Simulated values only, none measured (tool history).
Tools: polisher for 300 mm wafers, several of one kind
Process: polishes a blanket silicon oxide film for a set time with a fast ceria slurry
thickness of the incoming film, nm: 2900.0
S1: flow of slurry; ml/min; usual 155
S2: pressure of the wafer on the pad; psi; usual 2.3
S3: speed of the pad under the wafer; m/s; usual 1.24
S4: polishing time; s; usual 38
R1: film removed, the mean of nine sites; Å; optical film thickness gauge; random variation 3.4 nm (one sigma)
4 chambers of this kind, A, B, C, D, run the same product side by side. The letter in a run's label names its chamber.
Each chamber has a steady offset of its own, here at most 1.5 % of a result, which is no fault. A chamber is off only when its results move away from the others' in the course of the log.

-- day=0.008 chamber B: worn pad replaced by a new one
-- day=0.029 chamber D: worn pad replaced by a new one
run 1D day=0.088 | S1=155 S2=2.3 S3=1.24 S4=38 | R1=5354.9
run 2B day=0.242 | S1=155 S2=2.3 S3=1.24 S4=38 | R1=5242.3
run 3A day=0.408 | S1=155 S2=2.3 S3=1.24 S4=38 | R1=5295.8
-- day=0.533 chamber C: worn pad replaced by a new one
run 4C day=0.542 | S1=155 S2=2.3 S3=1.24 S4=38 | R1=5395.5
run 5A day=0.646 | S1=155 S2=2.3 S3=1.24 S4=38 | R1=5400.1
run 6B day=0.833 | S1=155 S2=2.3 S3=1.24 S4=38 | R1=5266
run 7C day=1.012 | S1=155 S2=2.7 S3=1.24 S4=44 | R1=7258.6
run 8D day=1.121 | S1=155 S2=2.7 S3=1.24 S4=44 | R1=7407.3
run 9D day=1.258 | S1=155 S2=2.7 S3=1.24 S4=44 | R1=7342.6
run 10B day=1.438 | S1=155 S2=2.7 S3=1.24 S4=44 | R1=7140.3
-- day=1.546 chamber A: worn pad replaced by a new one
run 11C day=1.617 | S1=155 S2=2.3 S3=1.24 S4=38 | R1=5381.4
run 12A day=1.762 | S1=155 S2=2.3 S3=1.24 S4=38 | R1=5387.4
run 13C day=1.908 | S1=155 S2=2.3 S3=1.24 S4=38 | R1=5410.9
run 14B day=2.096 | S1=155 S2=2.3 S3=1.24 S4=38 | R1=5297.9
run 15A day=2.196 | S1=155 S2=2.3 S3=1.24 S4=38 | R1=5431.3
run 16D day=2.354 | S1=155 S2=2.3 S3=1.24 S4=38 | R1=5371.9
run 17C day=2.471 | S1=155 S2=2.3 S3=1.52 S4=48 | R1=8316.1
-- day=2.638 chamber D: worn pad replaced by a new one
run 18A day=2.658 | S1=155 S2=2.3 S3=1.52 S4=48 | R1=8535.7
run 19D day=2.825 | S1=155 S2=2.3 S3=1.52 S4=48 | R1=8277.1
run 20B day=2.975 | S1=155 S2=2.3 S3=1.52 S4=48 | R1=8216.2
run 21A day=3.15 | S1=155 S2=2.8 S3=0.82 S4=38 | R1=4429.8
-- day=3.179 chamber A: slurry nozzle cleaned
run 22C day=3.229 | S1=155 S2=2.8 S3=0.82 S4=38 | R1=4320.1
run 23D day=3.379 | S1=155 S2=2.8 S3=0.82 S4=38 | R1=4339.8
run 24B day=3.538 | S1=155 S2=2.8 S3=0.82 S4=38 | R1=4252.7
run 25A day=3.688 | S1=155 S2=2.3 S3=1.24 S4=38 | R1=5606.3
run 26D day=3.842 | S1=175 S2=2.3 S3=1.24 S4=38 | R1=5457.6

Next, every chamber runs the same settings. What will each give?
run 27A day=3.979 | S1=155 S2=2.3 S3=1.24 S4=38 | R1=?
run 27B day=3.979 | S1=155 S2=2.3 S3=1.24 S4=38 | R1=?
run 27C day=3.979 | S1=155 S2=2.3 S3=1.24 S4=38 | R1=?
run 27D day=3.979 | S1=155 S2=2.3 S3=1.24 S4=38 | R1=?

run=27A R1=5694.4
run=27B R1=5337.2
run=27C R1=5393.2
run=27D R1=5438.4
